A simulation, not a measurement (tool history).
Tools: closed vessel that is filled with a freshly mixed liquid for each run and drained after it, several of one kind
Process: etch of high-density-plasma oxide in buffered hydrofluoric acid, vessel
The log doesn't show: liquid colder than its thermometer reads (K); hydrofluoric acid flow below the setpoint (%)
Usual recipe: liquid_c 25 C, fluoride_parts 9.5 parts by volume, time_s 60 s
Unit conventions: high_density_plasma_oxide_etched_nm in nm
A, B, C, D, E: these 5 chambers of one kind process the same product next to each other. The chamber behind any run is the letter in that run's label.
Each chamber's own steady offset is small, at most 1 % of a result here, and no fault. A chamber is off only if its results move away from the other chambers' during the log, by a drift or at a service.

run   hour  liquid_c  fluoride_parts  time_s  hours since the thermometer was replaced  hours since the hydrofluoric acid flow meter was replaced  read-back film thickness of the high-density-plasma oxide reference wafer, read on the same gauge (nm)  high_density_plasma_oxide_etched_nm
 1C    6.1        25             9.5      60                                    1635.4                                                     2019.9                                                                                                  110.04                               96.819
 2A    8.9        25             9.5      60                                     835.7                                                      380.6                                                                                                  110.01                               97.382
 3E   14.4        25             9.5      60                                     583.2                                                      119.1                                                                                                  110.01                               97.701
 4D   19.5        25             9.5      60                                    1327.4                                                      320.5                                                                                                  110.01                               96.546
 5B   25.1        25             9.5      60                                     674.8                                                      621.4                                                                                                  110.01                               95.496
 6E     31      27.5            13.5      60                                     599.8                                                      135.7                                                                                                  110.02                               78.565
 7B   34.5      27.5            13.5      60                                     684.2                                                      630.8                                                                                                  109.99                               78.368
      34.9  -- chamber B: hydrofluoric acid flow meter replaced
 8D   37.2      27.5            13.5      60                                    1345.1                                                      338.2                                                                                                  109.95                               79.596
 9A     40      27.5            13.5      60                                     866.8                                                      411.7                                                                                                  109.97                               80.647
10C   45.6      27.5            13.5      60                                    1674.9                                                     2059.4                                                                                                  109.99                                78.49
11A   50.5        25             9.5      60                                     877.3                                                      422.2                                                                                                  110.03                               96.698
12C   55.3        20             9.5      60                                    1684.6                                                     2069.1                                                                                                  110.01                                72.98
13E   59.6        20             9.5      60                                     628.4                                                      164.3                                                                                                  110.04                                72.39
      62.9  -- chamber C: hydrofluoric acid flow meter replaced
14D   64.2        20             9.5      60                                    1372.1                                                      365.2                                                                                                     110                               72.378
15B   70.3        20             9.5      60                                       720                                                       35.5                                                                                                  110.05                               71.854
16A   75.8        20             9.5      60                                     902.6                                                      447.5                                                                                                  110.02                               72.976
17D   78.7        25             9.5      60                                    1386.6                                                      379.7                                                                                                  110.02                                95.97
18E   82.8        25             9.5      60                                     651.6                                                      187.5                                                                                                     110                               97.765
19B   86.6        25             9.5      60                                     736.3                                                       51.8                                                                                                  110.02                               94.625
20C   91.8        25             9.5      60                                    1721.1                                                         29                                                                                                  110.03                               95.516
21D   97.6        25             9.5      60                                    1405.5                                                      398.6                                                                                                  109.97                               96.091
22E  102.8        25             9.5      60                                     671.6                                                      207.5                                                                                                  109.96                               96.089
23A  106.1        25             9.5      60                                     932.9                                                      477.8                                                                                                  109.99                               96.792
24B  110.7        25             9.5      60                                     760.4                                                       75.9                                                                                                  109.99                               95.174
25C  116.4        25             9.5      60                                    1745.7                                                       53.6                                                                                                  109.98                               95.942
26B  121.5        28             9.5      60                                     771.2                                                       86.7                                                                                                  110.05                               112.47
27C  125.8        28             9.5      60                                    1755.1                                                         63                                                                                                     110                               112.14
28E  128.8        28             9.5      60                                     697.6                                                      233.5                                                                                                  110.01                                  113
29A  131.8        28             9.5      60                                     958.6                                                      503.5                                                                                                  109.96                               114.91
30D  136.5        28             9.5      60                                    1444.4                                                      437.5                                                                                                  109.95                               113.11
31E  140.1        25               6      60                                     708.9                                                      244.8                                                                                                     110                               150.07
32C  142.8        25               6      60                                    1772.1                                                         80                                                                                                     110                               149.16
33D  146.9        25               6      60                                    1454.8                                                      447.9                                                                                                  109.96                               148.69
34A  152.6        25               6      60                                     979.4                                                      524.3                                                                                                  110.04                               150.39

For the next run the whole fleet of 5 chambers uses the same settings. Give each chamber's results:
35A   157        25              11      60                                                                                                                                                                                                                                                 ?
35B   157        25              11      60                                                                                                                                                                                                                                                 ?
35C   157        25              11      60                                                                                                                                                                                                                                                 ?
35D   157        25              11      60                                                                                                                                                                                                                                                 ?
35E   157        25              11      60                                                                                                                                                                                                                                                 ?

run  high_density_plasma_oxide_etched_nm
35A                               85.542
35B                               85.148
35C                               83.654
35D                               85.523
35E                               84.714
